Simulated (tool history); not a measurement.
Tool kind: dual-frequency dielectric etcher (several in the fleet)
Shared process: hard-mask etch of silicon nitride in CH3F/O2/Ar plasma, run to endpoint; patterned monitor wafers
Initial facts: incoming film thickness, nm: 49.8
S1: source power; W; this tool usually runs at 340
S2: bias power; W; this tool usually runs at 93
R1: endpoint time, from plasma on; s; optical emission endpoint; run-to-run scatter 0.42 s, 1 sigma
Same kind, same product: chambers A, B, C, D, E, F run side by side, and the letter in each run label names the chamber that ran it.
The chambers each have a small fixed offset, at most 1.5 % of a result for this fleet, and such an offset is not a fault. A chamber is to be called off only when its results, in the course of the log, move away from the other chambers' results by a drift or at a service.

run,hour,S1,S2,R1
# hour 3.9: chamber F: wet clean of the chamber
# hour 5.2: chamber E: wet clean of the chamber
1B,5.4,340,93,69.674
2E,14.0,340,93,70.168
3F,22.1,340,93,69.950
# hour 25.1: chamber D: wet clean of the chamber
4A,30.8,340,93,71.038
5C,35.3,340,93,68.985
6D,43.0,340,104,67.713
7B,50.7,340,104,66.764
8F,59.7,340,104,67.373
# hour 62.5: chamber E: source power generator calibrated
9C,63.9,340,104,66.623
10E,68.8,340,104,66.385
11A,74.9,340,104,67.936
12D,81.4,340,93,70.714
13A,87.1,290,115,69.527
14F,91.5,290,115,68.572
15B,97.1,290,115,68.176
16D,101.0,290,115,69.587
17C,108.9,290,115,67.959
# hour 110.1: chamber B: bias power generator calibrated
18E,115.1,290,115,68.708
19A,120.5,340,93,70.773
20C,125.2,340,93,69.784
21D,133.0,340,93,70.340
# hour 136.2: chamber B: wet clean of the chamber
22B,140.2,340,93,69.376
23E,147.6,380,73,73.171
24F,155.5,380,73,73.478
25E,162.3,380,73,73.231
26A,167.1,380,73,73.771
27B,175.4,380,73,73.184
28D,180.6,380,73,73.814
29F,184.6,340,93,70.470
30C,192.7,340,93,68.510
31B,200.0,340,93,69.653
32D,207.4,340,93,71.451
33C,215.2,340,93,68.973
# hour 223.6: chamber D: source power generator calibrated
34A,223.7,340,93,70.206
# hour 225.8: chamber A: wet clean of the chamber
35F,229.7,340,93,70.077
36E,234.0,340,93,69.750
37C,240.9,340,93,69.147
38B,247.8,340,93,70.047
39D,254.9,340,112,66.184
40E,262.0,340,112,64.714
41F,266.7,340,112,65.130
42A,272.8,340,112,66.084

Next, all 6 chambers run the settings below, one line each with question marks for the results. What does each chamber give?
43A,279.2,340,93,?
43B,279.2,340,93,?
43C,279.2,340,93,?
43D,279.2,340,93,?
43E,279.2,340,93,?
43F,279.2,340,93,?

run,R1
43A,70.574
43B,69.829
43C,69.638
43D,70.542
43E,70.560
43F,70.488
